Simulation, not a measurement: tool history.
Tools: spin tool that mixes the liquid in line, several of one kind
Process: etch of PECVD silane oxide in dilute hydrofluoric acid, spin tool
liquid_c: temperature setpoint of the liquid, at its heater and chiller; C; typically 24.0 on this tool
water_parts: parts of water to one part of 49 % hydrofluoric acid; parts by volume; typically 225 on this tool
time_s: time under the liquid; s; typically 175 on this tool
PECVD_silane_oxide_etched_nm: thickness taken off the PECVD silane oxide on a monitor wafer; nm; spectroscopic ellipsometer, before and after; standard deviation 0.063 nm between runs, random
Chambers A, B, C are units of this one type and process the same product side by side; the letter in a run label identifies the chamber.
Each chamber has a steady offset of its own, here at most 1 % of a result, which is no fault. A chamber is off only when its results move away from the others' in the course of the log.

run   hour  liquid_c  water_parts  time_s  hours since the thermometer was replaced  hours since the hydrofluoric acid flow meter was replaced  read-back film thickness of the PECVD silane oxide reference wafer, read on the same gauge (nm)  PECVD_silane_oxide_etched_nm
 1A    3.9      24.0          225     175                                     813.5                                                       69.7                                                                                          100.020                        12.264
 2B   11.7      24.0          225     175                                     208.2                                                     1072.2                                                                                           99.992                        12.270
 3C   19.7      24.0          225     175                                     191.3                                                      953.1                                                                                          100.020                        12.460
 4B   27.9      24.0          225     175                                     224.4                                                     1088.4                                                                                          100.000                        12.454
 5C   33.3      24.0          225     175                                     204.9                                                      966.7                                                                                           99.998                        12.408
 6A   37.1      24.0          225     175                                     846.7                                                      102.9                                                                                          100.010                        12.225
 7B   43.9      24.0          225     175                                     240.4                                                     1104.4                                                                                          100.010                        12.172
 8A   49.3      24.0          225     175                                     858.9                                                      115.1                                                                                           99.995                        12.295
 9C   57.5      24.0          225     175                                     229.1                                                      990.9                                                                                           99.994                        12.375
10C   61.8      24.0          225     175                                     233.4                                                      995.2                                                                                          100.000                        12.373
11B   66.6      24.0          225     175                                     263.1                                                     1127.1                                                                                           99.956                        11.980
12A   72.1      24.0          225     175                                     881.7                                                      137.9                                                                                           99.975                        12.219
13C   80.7      24.0          225     175                                     252.3                                                     1014.1                                                                                           99.970                        12.445
14B   84.7      24.0          225     175                                     281.2                                                     1145.2                                                                                           99.985                        11.987
15A   93.0      24.0          225     175                                     902.6                                                      158.8                                                                                           99.993                        12.282
16C   97.6      24.0          225     175                                     269.2                                                     1031.0                                                                                           99.980                        12.362
17B  106.2      19.5          190     175                                     302.7                                                     1166.7                                                                                           99.996                        12.203
18A  110.0      19.5          190     175                                     919.6                                                      175.8                                                                                           99.978                        12.600
19B  117.6      19.5          190     175                                     314.1                                                     1178.1                                                                                          100.010                        12.034
20A  122.7      27.0          225     260                                     932.3                                                      188.5                                                                                          100.000                        20.382
21C  128.4      27.0          225     260                                     300.0                                                     1061.8                                                                                          100.000                        20.503

The same settings go to every chamber for the next run, one line per chamber below. Forecast the results for each:
22A  134.7      24.0          225     175                                                                                                                                                                                                                                   ?
22B  134.7      24.0          225     175                                                                                                                                                                                                                                   ?
22C  134.7      24.0          225     175                                                                                                                                                                                                                                   ?

run  PECVD_silane_oxide_etched_nm
22A                        12.268
22B                        11.712
22C                        12.428
